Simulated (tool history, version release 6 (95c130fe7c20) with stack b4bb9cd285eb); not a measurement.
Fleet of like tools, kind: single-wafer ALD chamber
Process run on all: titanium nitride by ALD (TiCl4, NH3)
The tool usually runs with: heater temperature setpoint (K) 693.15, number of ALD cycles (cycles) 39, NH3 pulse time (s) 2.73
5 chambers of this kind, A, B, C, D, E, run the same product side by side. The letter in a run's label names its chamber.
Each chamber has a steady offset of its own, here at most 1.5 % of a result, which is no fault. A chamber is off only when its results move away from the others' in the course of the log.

run,hour,heater temperature setpoint (K),number of ALD cycles (cycles),NH3 pulse time (s),"read-back reference wafer on the same gauge, thickness_nm",mean film thickness on the monitor wafer (nm)
1C,8.0,693.15,39,2.73,0.92104,0.86626
2A,15.7,693.15,39,2.73,0.92039,0.87414
3E,26.2,693.15,39,2.73,0.92060,0.86668
4D,33.1,693.15,39,2.73,0.92102,0.87939
5B,40.9,693.15,39,2.73,0.92088,0.88029
6D,48.2,698.15,39,3.11,0.92082,0.88162
7B,60.1,698.15,39,3.11,0.92004,0.88000
8C,69.9,698.15,39,3.11,0.92071,0.86944
9E,75.5,698.15,39,3.11,0.92177,0.87021
10A,82.3,698.15,39,3.11,0.92084,0.88448
11B,93.0,693.15,39,2.73,0.92096,0.87846
12C,104.8,693.15,39,2.73,0.92004,0.86111
13E,116.6,693.15,39,2.73,0.92169,0.86601
14D,124.6,693.15,39,2.73,0.92137,0.88140
15A,131.1,693.15,39,2.73,0.92198,0.87571
16D,141.1,693.15,39,2.73,0.92147,0.88630
17B,152.2,693.15,39,2.73,0.92156,0.87687
18E,162.9,693.15,39,2.73,0.92084,0.85761
19A,174.2,685.15,39,3.08,0.92130,0.87635
20C,185.8,685.15,39,3.08,0.92063,0.86563
21A,194.0,685.15,39,3.08,0.92103,0.87495
22B,202.0,685.15,39,3.08,0.92161,0.86761
23D,213.5,685.15,39,3.08,0.92088,0.88746
24C,221.1,693.15,39,2.73,0.92115,0.86520
25E,226.8,693.15,39,2.73,0.92117,0.85965
# hour 235.8: chamber E: thermocouple changed; heater temperature recalibrated
26D,238.4,693.15,39,2.73,0.92124,0.87865
27E,250.2,693.15,39,2.73,0.92189,0.86303
28A,261.4,693.15,39,2.73,0.92082,0.88627
29C,268.3,693.15,39,2.73,0.91994,0.86797
30B,274.1,693.15,39,2.73,0.92117,0.87860

One chamber off, gauge drift, or nothing amiss beyond the chambers' own small offsets? If it is a chamber, which one, and what is the likeliest cause?

The fleet is healthy, with each chamber sitting at its usual small offset and no drift in the gauge.
